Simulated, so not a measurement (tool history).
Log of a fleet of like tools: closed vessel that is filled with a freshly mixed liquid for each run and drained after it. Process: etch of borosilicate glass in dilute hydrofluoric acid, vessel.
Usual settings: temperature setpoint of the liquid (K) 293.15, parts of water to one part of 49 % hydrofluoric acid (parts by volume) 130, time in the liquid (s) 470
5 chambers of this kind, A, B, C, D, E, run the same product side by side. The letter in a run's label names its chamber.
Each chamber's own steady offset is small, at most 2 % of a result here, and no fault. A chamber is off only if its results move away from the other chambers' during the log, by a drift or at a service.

run	hour	temperature setpoint of the liquid (K)	parts of water to one part of 49 % hydrofluoric acid (parts by volume)	time in the liquid (s)	hours since the thermometer was replaced	hours since the hydrofluoric acid flow meter was replaced	read-back film thickness of the borosilicate glass reference wafer, read on the same gauge (nm)	thickness taken off the borosilicate glass on a monitor wafer (nm)
1A	4.8	293.15	130	470	601.7	167.5	29.973	56.026
# hour 5.8: chamber C: hydrofluoric acid flow meter replaced
2B	8.8	293.15	130	470	306.4	840.8	29.974	55.48
3D	14.9	293.15	130	470	570.6	885.9	30.032	55.961
4C	22.3	293.15	130	470	558	16.6	30.006	56.022
5E	30.1	293.15	130	470	1413.4	150.6	29.978	56.709
6B	37	293.15	130	470	334.6	869	29.993	55.084
7A	42.9	293.15	130	470	639.8	205.6	30.009	56.313
8D	47.5	293.15	130	470	603.2	918.5	30.019	56.407
9C	51.9	293.15	130	470	587.6	46.2	30.059	55.629
10E	56.3	293.15	130	470	1439.6	176.8	29.985	56.347
11E	60.8	293.15	130	470	1444.1	181.3	30	56.855
12C	68.8	293.15	130	470	604.5	63.1	30.007	55.925
# hour 72: chamber D: thermometer replaced
13D	73.3	293.15	110	360	1.3	944.3	29.986	51.889
14B	77.8	293.15	110	360	375.4	909.8	29.985	51.467
15A	85.7	293.15	110	360	682.6	248.4	30.007	51.892
16E	89.8	293.15	110	360	1473.1	210.3	30.003	52.799
17B	97.3	293.15	110	360	394.9	929.3	29.961	51.244
18C	105.4	293.15	130	470	641.1	99.7	29.998	55.671
19A	110.5	290.65	130	350	707.4	273.2	29.984	37.722
20D	118.3	290.65	130	350	46.3	989.3	29.999	37.756
21D	123.8	290.65	130	350	51.8	994.8	29.978	37.677
22B	129.4	290.65	130	350	427	961.4	29.983	37.514
23C	133.9	290.65	130	350	669.6	128.2	30.021	37.667
24A	137.5	291.65	130	470	734.4	300.2	30.031	52.914
25E	143.9	291.65	130	470	1527.2	264.4	29.987	54.804
26B	151.2	291.65	130	470	448.8	983.2	29.967	52.205
27D	159.1	291.65	130	470	87.1	1030.1	30.033	52.54
28E	164	291.65	130	470	1547.3	284.5	30	55.681
29A	172	296.15	130	730	768.9	334.7	29.979	98.561
30C	178.6	296.15	130	730	714.3	172.9	30.021	97.146
31D	182.7	296.15	130	730	110.7	1053.7	29.967	98.578

Predict what each chamber gives when all 5 of them run the settings below next.
32A	188.6	293.15	130	730				?
32B	188.6	293.15	130	730				?
32C	188.6	293.15	130	730				?
32D	188.6	293.15	130	730				?
32E	188.6	293.15	130	730				?

run	thickness taken off the borosilicate glass on a monitor wafer (nm)
32A	87.841
32B	86.357
32C	86.741
32D	87.052
32E	92.714
